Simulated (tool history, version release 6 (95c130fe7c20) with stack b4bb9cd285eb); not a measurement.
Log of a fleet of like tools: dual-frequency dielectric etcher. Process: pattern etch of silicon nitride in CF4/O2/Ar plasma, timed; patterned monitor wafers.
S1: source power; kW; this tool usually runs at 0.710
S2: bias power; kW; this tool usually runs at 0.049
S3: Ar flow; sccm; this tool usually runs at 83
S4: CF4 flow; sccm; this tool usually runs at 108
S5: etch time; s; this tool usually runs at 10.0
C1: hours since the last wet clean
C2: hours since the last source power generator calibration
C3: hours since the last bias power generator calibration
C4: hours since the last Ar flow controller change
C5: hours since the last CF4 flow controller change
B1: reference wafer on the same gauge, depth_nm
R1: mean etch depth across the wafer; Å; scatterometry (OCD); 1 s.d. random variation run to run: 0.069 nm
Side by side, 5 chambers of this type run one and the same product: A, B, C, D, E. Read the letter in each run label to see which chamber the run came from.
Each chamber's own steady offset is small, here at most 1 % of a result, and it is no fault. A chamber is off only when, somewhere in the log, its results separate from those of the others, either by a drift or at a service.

run	hour	S1	S2	S3	S4	S5	C1	C2	C3	C4	C5	B1	R1
1E	8.4	0.710	0.049	83	108	10.0	436.9	1421.7	2316.7	1529.0	3527.7	30.620	263.16
2C	17.4	0.710	0.049	83	108	10.0	162.8	2190.9	1716.7	697.8	2303.9	30.609	267.17
3A	23.2	0.710	0.049	83	108	10.0	210.5	217.9	810.6	2967.0	2749.7	30.616	266.15
4D	32.7	0.710	0.049	83	108	10.0	155.5	1370.5	1119.6	3666.6	1027.4	30.607	262.60
5B	40.9	0.710	0.049	83	84	8.5	559.4	1611.6	244.1	1592.5	2637.7	30.607	218.14
6D	51.3	0.710	0.049	83	84	8.5	174.1	1389.1	1138.2	3685.2	1046.0	30.622	218.13
7E	60.2	0.710	0.049	83	84	8.5	488.7	1473.5	2368.5	1580.8	3579.5	30.600	216.07
8B	70.3	0.710	0.049	83	84	8.5	588.8	1641.0	273.5	1621.9	2667.1	30.595	217.67
# hour 72.0: chamber E: wet clean of the chamber
9C	78.3	0.710	0.049	83	84	8.5	223.7	2251.8	1777.6	758.7	2364.8	30.621	218.58
10A	84.7	0.710	0.049	83	108	10.0	272.0	279.4	872.1	3028.5	2811.2	30.602	267.58
11B	92.6	0.710	0.049	83	108	10.0	611.1	1663.3	295.8	1644.2	2689.4	30.618	264.32
12D	102.2	0.710	0.049	83	108	10.0	225.0	1440.0	1189.1	3736.1	1096.9	30.600	264.41
13A	112.8	0.710	0.049	83	108	10.0	300.1	307.5	900.2	3056.6	2839.3	30.597	267.41
14E	123.9	0.710	0.049	83	108	10.0	51.9	1537.2	2432.2	1644.5	3643.2	30.592	262.87
15C	130.9	0.710	0.049	83	108	10.0	276.3	2304.4	1830.2	811.3	2417.4	30.600	265.23
16B	141.9	0.710	0.049	83	108	10.0	660.4	1712.6	345.1	1693.5	2738.7	30.592	265.39
# hour 145.1: chamber B: wet clean of the chamber
17C	150.8	0.710	0.049	83	108	10.0	296.2	2324.3	1850.1	831.2	2437.3	30.607	265.22
18A	159.3	0.710	0.049	83	108	10.0	346.6	354.0	946.7	3103.1	2885.8	30.604	266.41
# hour 166.7: chamber E: source power generator calibrated
19E	167.2	0.710	0.049	83	108	10.0	95.2	0.6	2475.5	1687.8	3686.5	30.615	264.08
20D	178.0	0.710	0.049	83	108	10.0	300.8	1515.8	1264.9	3811.9	1172.7	30.599	265.64
# hour 179.1: chamber B: Ar flow controller replaced
21D	188.0	0.710	0.049	83	108	10.0	310.8	1525.8	1274.9	3821.9	1182.7	30.584	263.58
22E	193.6	0.710	0.049	83	108	10.0	121.6	27.0	2501.9	1714.2	3712.9	30.594	262.03
23B	204.0	0.710	0.049	83	108	10.0	58.9	1774.7	407.2	25.0	2800.8	30.601	258.09
24C	208.8	0.710	0.049	83	108	10.0	354.2	2382.3	1908.1	889.2	2495.3	30.601	266.09
25A	214.5	0.710	0.049	83	108	10.0	401.8	409.2	1001.9	3158.3	2941.0	30.609	267.29
26B	222.4	0.710	0.049	83	108	10.0	77.3	1793.1	425.6	43.4	2819.2	30.592	258.68
27C	232.9	0.710	0.049	83	108	10.0	378.3	2406.4	1932.2	913.3	2519.4	30.610	264.25
28A	241.2	0.610	0.061	83	108	10.0	428.5	435.9	1028.6	3185.0	2967.7	30.607	252.54
29E	250.8	0.610	0.061	83	108	10.0	178.8	84.2	2559.1	1771.4	3770.1	30.625	248.33
30D	257.6	0.610	0.061	83	108	10.0	380.4	1595.4	1344.5	3891.5	1252.3	30.598	249.20
31A	267.2	0.610	0.061	83	108	10.0	454.5	461.9	1054.6	3211.0	2993.7	30.616	252.30
32C	278.0	0.610	0.061	83	108	10.0	423.4	2451.5	1977.3	958.4	2564.5	30.602	250.97
33D	283.2	0.710	0.049	83	108	10.0	406.0	1621.0	1370.1	3917.1	1277.9	30.595	262.95
34E	288.5	0.710	0.049	83	108	10.0	216.5	121.9	2596.8	1809.1	3807.8	30.602	263.33
35B	296.9	0.710	0.049	83	108	10.0	151.8	1867.6	500.1	117.9	2893.7	30.605	257.38
36E	305.6	0.710	0.049	83	108	10.0	233.6	139.0	2613.9	1826.2	3824.9	30.602	262.80
37B	315.8	0.710	0.049	83	108	10.0	170.7	1886.5	519.0	136.8	2912.6	30.594	258.06
38D	323.3	0.710	0.049	83	108	10.0	446.1	1661.1	1410.2	3957.2	1318.0	30.595	265.35
39C	331.5	0.710	0.049	83	108	10.0	476.9	2505.0	2030.8	1011.9	2618.0	30.593	264.39

The same settings go to every chamber for the next run, one line per chamber below. Forecast the results for each:
40A	339.4	0.710	0.055	83	108	10.0							?
40B	339.4	0.710	0.055	83	108	10.0							?
40C	339.4	0.710	0.055	83	108	10.0							?
40D	339.4	0.710	0.055	83	108	10.0							?
40E	339.4	0.710	0.055	83	108	10.0							?

run	R1
40A	278.39
40B	268.64
40C	276.68
40D	275.73
40E	273.70
